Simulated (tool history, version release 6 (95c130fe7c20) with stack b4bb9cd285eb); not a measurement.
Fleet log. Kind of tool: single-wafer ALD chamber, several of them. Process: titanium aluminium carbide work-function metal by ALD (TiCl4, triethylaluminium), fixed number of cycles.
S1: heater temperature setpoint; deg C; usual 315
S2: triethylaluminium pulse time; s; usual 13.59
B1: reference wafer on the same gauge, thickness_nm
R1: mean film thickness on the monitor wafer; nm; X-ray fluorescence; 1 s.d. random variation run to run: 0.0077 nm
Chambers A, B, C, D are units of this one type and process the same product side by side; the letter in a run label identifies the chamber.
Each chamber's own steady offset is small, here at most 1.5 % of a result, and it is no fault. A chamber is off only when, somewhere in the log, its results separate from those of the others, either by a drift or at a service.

{"hour": 2.9, "done": "chamber C: triethylaluminium bottle replaced"}
{"run": "1D", "hour": 4.5, "S1": 315, "S2": 13.59, "B1": 2.1012, "R1": 2.1482}
{"run": "2C", "hour": 9.3, "S1": 315, "S2": 13.59, "B1": 2.0992, "R1": 2.1886}
{"run": "3A", "hour": 12.0, "S1": 315, "S2": 13.59, "B1": 2.0996, "R1": 2.195}
{"run": "4B", "hour": 16.8, "S1": 315, "S2": 13.59, "B1": 2.1003, "R1": 2.1729}
{"run": "5A", "hour": 19.8, "S1": 315, "S2": 13.59, "B1": 2.1013, "R1": 2.1921}
{"run": "6B", "hour": 24.5, "S1": 315, "S2": 13.59, "B1": 2.0993, "R1": 2.1947}
{"run": "7C", "hour": 26.9, "S1": 315, "S2": 13.59, "B1": 2.0975, "R1": 2.1838}
{"run": "8D", "hour": 29.7, "S1": 315, "S2": 13.59, "B1": 2.1012, "R1": 2.1569}
{"run": "9D", "hour": 33.6, "S1": 315, "S2": 13.59, "B1": 2.0998, "R1": 2.1401}
{"run": "10C", "hour": 37.2, "S1": 315, "S2": 13.59, "B1": 2.0999, "R1": 2.1927}
{"run": "11B", "hour": 41.9, "S1": 326, "S2": 13.59, "B1": 2.0996, "R1": 2.2809}
{"run": "12A", "hour": 45.1, "S1": 326, "S2": 13.59, "B1": 2.0989, "R1": 2.3079}
{"run": "13C", "hour": 47.4, "S1": 326, "S2": 13.59, "B1": 2.1005, "R1": 2.2849}
{"run": "14D", "hour": 51.5, "S1": 326, "S2": 13.59, "B1": 2.0988, "R1": 2.2568}
{"run": "15A", "hour": 54.9, "S1": 315, "S2": 13.59, "B1": 2.0988, "R1": 2.2001}
{"run": "16B", "hour": 58.1, "S1": 315, "S2": 13.59, "B1": 2.0986, "R1": 2.1954}
{"run": "17B", "hour": 60.4, "S1": 315, "S2": 13.59, "B1": 2.0987, "R1": 2.1736}
{"run": "18A", "hour": 65.3, "S1": 315, "S2": 13.59, "B1": 2.0999, "R1": 2.1896}
{"run": "19C", "hour": 67.7, "S1": 315, "S2": 13.59, "B1": 2.1002, "R1": 2.2006}
{"run": "20D", "hour": 70.6, "S1": 315, "S2": 13.59, "B1": 2.0992, "R1": 2.1558}
{"run": "21C", "hour": 74.7, "S1": 315, "S2": 15.74, "B1": 2.0998, "R1": 2.2017}
{"run": "22D", "hour": 79.5, "S1": 315, "S2": 15.74, "B1": 2.1007, "R1": 2.1639}
{"run": "23B", "hour": 83.3, "S1": 315, "S2": 15.74, "B1": 2.1005, "R1": 2.1808}
{"run": "24A", "hour": 88.3, "S1": 315, "S2": 15.74, "B1": 2.0999, "R1": 2.2249}
{"run": "25A", "hour": 93.1, "S1": 315, "S2": 13.59, "B1": 2.1005, "R1": 2.1815}
{"run": "26C", "hour": 97.3, "S1": 315, "S2": 13.59, "B1": 2.0999, "R1": 2.1944}
{"run": "27D", "hour": 99.9, "S1": 315, "S2": 13.59, "B1": 2.098, "R1": 2.1714}
{"run": "28B", "hour": 104.0, "S1": 315, "S2": 10.38, "B1": 2.0983, "R1": 2.1586}
{"run": "29D", "hour": 108.8, "S1": 315, "S2": 10.38, "B1": 2.0989, "R1": 2.1058}
{"run": "30A", "hour": 111.9, "S1": 315, "S2": 10.38, "B1": 2.1, "R1": 2.1064}
{"run": "31B", "hour": 116.3, "S1": 315, "S2": 10.38, "B1": 2.1001, "R1": 2.1475}
{"run": "32C", "hour": 121.0, "S1": 315, "S2": 13.59, "B1": 2.1007, "R1": 2.1942}
{"run": "33C", "hour": 125.1, "S1": 315, "S2": 13.59, "B1": 2.1002, "R1": 2.2029}
{"run": "34A", "hour": 129.1, "S1": 315, "S2": 13.59, "B1": 2.1006, "R1": 2.1677}
{"run": "35D", "hour": 133.6, "S1": 315, "S2": 13.59, "B1": 2.0997, "R1": 2.1701}
{"run": "36B", "hour": 137.8, "S1": 315, "S2": 13.59, "B1": 2.0999, "R1": 2.1902}
{"run": "37A", "hour": 140.7, "S1": 315, "S2": 13.59, "B1": 2.0999, "R1": 2.1534}
{"run": "38D", "hour": 144.4, "S1": 315, "S2": 13.59, "B1": 2.1007, "R1": 2.1614}
{"run": "39C", "hour": 148.5, "S1": 309, "S2": 9.95, "B1": 2.0997, "R1": 2.0802}
{"run": "40B", "hour": 153.3, "S1": 309, "S2": 9.95, "B1": 2.1023, "R1": 2.0822}
{"run": "41B", "hour": 158.4, "S1": 309, "S2": 9.95, "B1": 2.1018, "R1": 2.0833}

One chamber off, gauge drift, or nothing amiss beyond the chambers' own small offsets? If it is a chamber, which one, and what is the likeliest cause?

Little by little, chamber A moves away from the other chambers.
Likeliest cause: triethylaluminium dose below that of a fresh bottle (%) = 31.1.
With only this log, it may be confused with: wafer temperature below the value expected at the setpoint (K).

Chamber A could run next with any of the 4 candidate recipes listed below; each alters the usual settings, and their results appear as question marks. Which one brings its results back in line with what the other chambers deliver on the usual settings?
In line here means within this much of the mean the other chambers give on the usual settings: R1 0.0270 nm
{"run": "42A-1", "hour": 162.0, "S1": 320, "S2": 13.59, "R1": "?"}
{"run": "42A-2", "hour": 162.0, "S1": 312, "S2": 12.76, "R1": "?"}
{"run": "42A-3", "hour": 162.0, "S1": 321, "S2": 15.39, "R1": "?"}
{"run": "42A-4", "hour": 162.0, "S1": 305, "S2": 13.59, "R1": "?"}

Average result of the remaining chambers running the usual settings: R1 2.1749 nm
run=42A-1 R1=2.1786
run=42A-2 R1=2.0893
run=42A-3 R1=2.2186
run=42A-4 R1=2.0468
42A-1 is the one that brings the chamber's results back in line with the other chambers.
